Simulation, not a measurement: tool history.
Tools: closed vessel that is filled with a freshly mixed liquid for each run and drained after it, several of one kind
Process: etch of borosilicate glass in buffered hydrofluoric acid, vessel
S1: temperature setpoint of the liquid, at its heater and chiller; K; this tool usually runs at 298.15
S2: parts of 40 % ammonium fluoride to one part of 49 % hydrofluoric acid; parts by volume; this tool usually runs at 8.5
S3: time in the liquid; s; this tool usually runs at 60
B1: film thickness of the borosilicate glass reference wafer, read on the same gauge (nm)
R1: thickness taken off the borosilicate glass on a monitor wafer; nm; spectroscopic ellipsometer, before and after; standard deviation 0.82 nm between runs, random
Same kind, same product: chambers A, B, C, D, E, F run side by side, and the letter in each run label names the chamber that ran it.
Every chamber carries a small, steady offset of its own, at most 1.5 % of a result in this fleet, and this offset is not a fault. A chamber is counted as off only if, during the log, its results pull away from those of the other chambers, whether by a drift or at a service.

Run 1B, day 0.188: usual settings; B1 40.014. Result: R1 90.308 nm.
Run 2C, day 0.412: usual settings; B1 40.009. Result: R1 88.955 nm.
Run 3A, day 0.558: usual settings; B1 39.997. Result: R1 88.250 nm.
Run 4D, day 0.696: usual settings; B1 40.005. Result: R1 89.652 nm.
Run 5E, day 0.846: usual settings but S2 11.0 parts by volume, S3 45 s; B1 39.993. Result: R1 54.052 nm.
Run 6F, day 1.079: usual settings but S2 11.0 parts by volume, S3 45 s; B1 40.015. Result: R1 54.227 nm.
Run 7C, day 1.312: usual settings but S2 11.0 parts by volume, S3 45 s; B1 40.005. Result: R1 53.030 nm.
Run 8E, day 1.558: usual settings but S2 11.0 parts by volume, S3 45 s; B1 39.991. Result: R1 53.719 nm.
Run 9B, day 1.821: usual settings but S2 11.0 parts by volume, S3 45 s; B1 39.994. Result: R1 54.664 nm.
Run 10F, day 2.008: usual settings but S2 11.0 parts by volume, S3 45 s; B1 39.970. Result: R1 54.613 nm.
Run 11D, day 2.183: usual settings; B1 39.985. Result: R1 90.380 nm.
Run 12A, day 2.358: usual settings; B1 40.005. Result: R1 90.505 nm.
Run 13B, day 2.625: usual settings but S1 299.65 K; B1 39.971. Result: R1 98.286 nm.
Run 14C, day 2.842: usual settings but S1 299.65 K; B1 40.028. Result: R1 96.183 nm.
Run 15E, day 2.962: usual settings but S1 299.65 K; B1 40.014. Result: R1 98.726 nm.
Run 16A, day 3.204: usual settings but S1 299.65 K; B1 39.980. Result: R1 96.804 nm.
Run 17F, day 3.429: usual settings but S1 299.65 K; B1 40.003. Result: R1 99.299 nm.
Run 18D, day 3.679: usual settings but S1 299.65 K; B1 39.980. Result: R1 98.275 nm.
Run 19C, day 3.896: usual settings; B1 39.983. Result: R1 90.188 nm.
Run 20E, day 4.129: usual settings; B1 40.015. Result: R1 91.908 nm.
Run 21B, day 4.388: usual settings; B1 39.973. Result: R1 89.449 nm.
Run 22A, day 4.512: usual settings; B1 40.029. Result: R1 88.965 nm.
Run 23D, day 4.771: usual settings but S1 302.15 K, S3 30 s; B1 40.032. Result: R1 55.630 nm.
Run 24F, day 4.896: usual settings but S1 302.15 K, S3 30 s; B1 39.977. Result: R1 57.550 nm.
Run 25E, day 5.129: usual settings but S1 302.15 K, S3 30 s; B1 39.995. Result: R1 56.852 nm.
Run 26C, day 5.312: usual settings but S1 302.15 K, S3 30 s; B1 40.004. Result: R1 54.500 nm.
Run 27F, day 5.571: usual settings but S1 302.15 K, S3 30 s; B1 40.003. Result: R1 59.075 nm.
Run 28A, day 5.821: usual settings but S1 302.15 K, S3 30 s; B1 39.983. Result: R1 55.430 nm.
Run 29B, day 5.967: usual settings; B1 40.011. Result: R1 89.700 nm.
Run 30D, day 6.117: usual settings; B1 40.000. Result: R1 90.089 nm.
Run 31D, day 6.300: usual settings; B1 39.982. Result: R1 90.138 nm.
Run 32F, day 6.508: usual settings; B1 40.004. Result: R1 98.638 nm.
Run 33E, day 6.692: usual settings; B1 39.977. Result: R1 90.567 nm.
Run 34C, day 6.896: usual settings; B1 39.984. Result: R1 88.135 nm.
Run 35A, day 7.138: usual settings; B1 40.006. Result: R1 89.020 nm.
Run 36B, day 7.379: usual settings; B1 39.973. Result: R1 90.585 nm.
Run 37A, day 7.512: usual settings; B1 39.991. Result: R1 89.967 nm.
Run 38C, day 7.633: usual settings; B1 40.011. Result: R1 89.954 nm.
Run 39E, day 7.838: usual settings; B1 40.030. Result: R1 90.768 nm.
At day 7.896: chamber F: thermometer replaced.
Run 40F, day 7.958: usual settings; B1 40.024. Result: R1 100.070 nm.

All 6 chambers run these settings next. Forecast each chamber's results:
Run 41A, day 8.150: usual settings but S2 11.0 parts by volume. Result: R1 ?.
Run 41B, day 8.150: usual settings but S2 11.0 parts by volume. Result: R1 ?.
Run 41C, day 8.150: usual settings but S2 11.0 parts by volume. Result: R1 ?.
Run 41D, day 8.150: usual settings but S2 11.0 parts by volume. Result: R1 ?.
Run 41E, day 8.150: usual settings but S2 11.0 parts by volume. Result: R1 ?.
Run 41F, day 8.150: usual settings but S2 11.0 parts by volume. Result: R1 ?.

run      R1
41A  71.571
41B  72.264
41C  71.384
41D  71.126
41E  73.434
41F  79.295
